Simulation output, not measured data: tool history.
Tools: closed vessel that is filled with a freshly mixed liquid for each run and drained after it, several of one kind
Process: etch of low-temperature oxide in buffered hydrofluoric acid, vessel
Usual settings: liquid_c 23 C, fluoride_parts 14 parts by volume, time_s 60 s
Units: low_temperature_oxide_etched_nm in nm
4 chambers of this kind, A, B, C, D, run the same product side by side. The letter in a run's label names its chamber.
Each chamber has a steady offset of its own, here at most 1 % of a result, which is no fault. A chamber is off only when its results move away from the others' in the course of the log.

run    day  liquid_c  fluoride_parts  time_s  hours since the thermometer was replaced  hours since the hydrofluoric acid flow meter was replaced  read-back film thickness of the low-temperature oxide reference wafer, read on the same gauge (nm)  low_temperature_oxide_etched_nm
 1D  0.138        23              14      60                                     973.5                                                        7.8                                                                                                 120                           183.09
 2B  0.396        23              14      60                                     484.5                                                      266.4                                                                                              120.01                           181.62
 3C  0.592        23              14      60                                     109.1                                                      693.8                                                                                              119.99                           180.55
 4A  0.812        23              14      60                                     164.3                                                      299.2                                                                                              120.01                           183.03
 5A  1.075        21              14      90                                     170.6                                                      305.5                                                                                              119.99                           242.64
 6B  1.304        21              14      90                                     506.3                                                      288.2                                                                                              119.99                           240.25
 7D  1.438        21              14      90                                    1004.7                                                         39                                                                                                 120                           243.22
 8C  1.658        21              14      90                                     134.7                                                      719.4                                                                                              119.98                           243.52
 9A  1.821        23              11      60                                     188.5                                                      323.4                                                                                              120.02                           229.73
10B  2.038        23              11      60                                     523.9                                                      305.8                                                                                              119.98                           225.94
11D  2.204        23              11      60                                    1023.1                                                       57.4                                                                                                 120                           227.95
12C  2.483        23              11      60                                     154.5                                                      739.2                                                                                              120.01                           235.22
13C   2.75        23              14      60                                     160.9                                                      745.6                                                                                              120.02                           185.98
14D  2.938        23              14      60                                    1040.7                                                         75                                                                                              120.05                           183.17
15B  3.133        23              14      60                                     550.2                                                      332.1                                                                                              119.98                           176.76
16A  3.321      20.5              11      60                                     224.5                                                      359.4                                                                                              120.02                           200.73
17D  3.617      20.5              11      60                                      1057                                                       91.3                                                                                              119.94                           199.42
18C  3.892      20.5              11      60                                     188.3                                                        773                                                                                              120.02                           207.83
19B  4.162      20.5              11      60                                     574.9                                                      356.8                                                                                              119.97                            196.1
20A  4.333        19             9.5      60                                     248.8                                                      383.7                                                                                              120.02                           210.27
21B  4.562        19             9.5      60                                     584.5                                                      366.4                                                                                              120.01                           205.69
22C  4.746        19             9.5      60                                     208.8                                                      793.5                                                                                              120.03                           216.98
23D  5.004        19             9.5      60                                    1090.3                                                      124.6                                                                                              119.97                           209.88
24A  5.171      24.5            10.5      60                                     268.9                                                      403.8                                                                                              119.98                           260.44

What goes on in this fleet: one chamber off, a drifting gauge, or nothing beyond the chambers' own small offsets? Name the chamber and the cause, if any.

Chamber C drifts away from the others.
Cause: hydrofluoric acid flow above the setpoint (%) = 7.48.
The log may not tell that from: liquid hotter than its thermometer reads (K).

Here are 4 candidates for chamber C's next run, each the usual settings with a change, their results left as question marks. Which one brings its results back in line with what the others give on the usual settings?
In line means no further than this from the other chambers' mean on the usual settings: low_temperature_oxide_etched_nm 5.3 nm
25C-1  5.388        23              15      60                                                                                                                                                                                                                                         ?
25C-2  5.388        23            13.5      65                                                                                                                                                                                                                                         ?
25C-3  5.388        24              14      60                                                                                                                                                                                                                                         ?
25C-4  5.388        21              14      60                                                                                                                                                                                                                                         ?

The other chambers' mean on the usual settings: low_temperature_oxide_etched_nm 181.4 nm
  run  low_temperature_oxide_etched_nm
25C-1                           180.35
25C-2                           216.31
25C-3                           203.53
25C-4                            172.8
25C-1 brings the chamber back in line.
